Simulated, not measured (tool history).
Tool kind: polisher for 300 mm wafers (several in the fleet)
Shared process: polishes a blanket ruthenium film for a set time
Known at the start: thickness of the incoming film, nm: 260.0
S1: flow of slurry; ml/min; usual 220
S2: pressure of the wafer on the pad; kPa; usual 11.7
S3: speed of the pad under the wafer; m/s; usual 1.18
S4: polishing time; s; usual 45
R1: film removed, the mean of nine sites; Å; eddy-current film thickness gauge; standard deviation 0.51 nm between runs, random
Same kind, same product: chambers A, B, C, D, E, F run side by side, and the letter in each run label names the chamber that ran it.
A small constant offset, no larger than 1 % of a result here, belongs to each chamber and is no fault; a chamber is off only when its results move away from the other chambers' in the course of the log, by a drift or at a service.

run   hour   S1    S2    S3  S4      R1
 1C    3.9  220  11.7  1.18  45  413.39
 2D    9.4  220  11.7  1.18  45  408.65
        14  -- chamber F: worn pad replaced by a new one
 3A   15.5  220  11.7  1.18  45  407.52
 4E   20.7  220  11.7  1.18  45  426.16
      22.7  -- chamber F: slurry nozzle cleaned
 5B     24  220  11.7  1.18  45  398.48
 6F   29.4  220  10.3  1.18  37   302.1
      32.7  -- chamber A: worn pad replaced by a new one
 7B   34.5  220  10.3  1.18  37  299.03
      36.7  -- chamber C: worn pad replaced by a new one
 8D     40  220  10.3  1.18  37  299.04
 9C   44.3  220  10.3  1.18  37  303.24
10E   47.6  220  10.3  1.18  37  298.67
11F   53.3  220  10.3  1.18  37  300.98
12A   59.1  220  11.7  1.18  45  413.05
13F   62.8  220  11.7  1.18  45  408.98
      66.3  -- chamber D: head pressure recalibrated
14D   66.5  220  11.7  1.18  45  399.79
      70.5  -- chamber A: slurry nozzle cleaned
15C   71.9  220  11.7  1.18  45   401.7
16E   75.8  220  11.7  1.18  45  399.37
        76  -- chamber F: worn pad replaced by a new one
17B   79.2  220     9  1.18  55  378.99
      82.5  -- chamber D: worn pad replaced by a new one
18A   83.2  220     9  1.18  55  383.93
19A   89.5  220     9  1.18  55  382.43
20B   93.1  220     9  1.18  55  374.53
      94.2  -- chamber B: worn pad replaced by a new one
      95.8  -- chamber D: slurry nozzle cleaned
      97.2  -- chamber C: worn pad replaced by a new one
21D   98.6  220     9  1.18  55  382.23
      99.4  -- chamber E: head pressure recalibrated
22C  105.5  220     9  1.18  55  387.78
23E  111.1  220  11.7  1.18  45  408.93
24F  115.6  220  11.7  1.18  45  414.38
25E  121.2  220   9.7  1.18  32  227.19
26D  125.3  220   9.7  1.18  32  240.43
27C  130.4  220   9.7  1.18  32  243.04
       131  -- chamber A: worn pad replaced by a new one
28F  135.8  220   9.7  1.18  32  239.37
     138.5  -- chamber F: worn pad replaced by a new one
29A  139.7  220   9.7  1.18  32  238.64
     140.1  -- chamber B: slurry nozzle cleaned
30B  143.6  220   9.7  1.18  32  237.54
31F    150  170  11.7  1.18  55  486.46
32D  155.6  170  11.7  1.18  55  489.68
     157.9  -- chamber C: worn pad replaced by a new one
33C  161.4  170  11.7  1.18  55  489.95
34A  166.3  170  11.7  1.18  55  496.67
35B  169.9  170  11.7  1.18  55  478.49
36E  174.7  170  11.7  1.18  55   446.7
37B  180.4  220  11.7  1.18  45  415.61
38A  187.3  220  11.7  1.46  45  512.15

Each of the 6 chambers runs these same settings next. Fill in every chamber's results:
39A  192.3  220  11.7  1.46  45   ?
39B  192.3  220  11.7  1.46  45   ?
39C  192.3  220  11.7  1.46  45   ?
39D  192.3  220  11.7  1.46  45   ?
39E  192.3  220  11.7  1.46  45   ?
39F  192.3  220  11.7  1.46  45   ?

run      R1
39A  502.39
39B  514.19
39C  508.75
39D  503.66
39E  463.14
39F  511.67

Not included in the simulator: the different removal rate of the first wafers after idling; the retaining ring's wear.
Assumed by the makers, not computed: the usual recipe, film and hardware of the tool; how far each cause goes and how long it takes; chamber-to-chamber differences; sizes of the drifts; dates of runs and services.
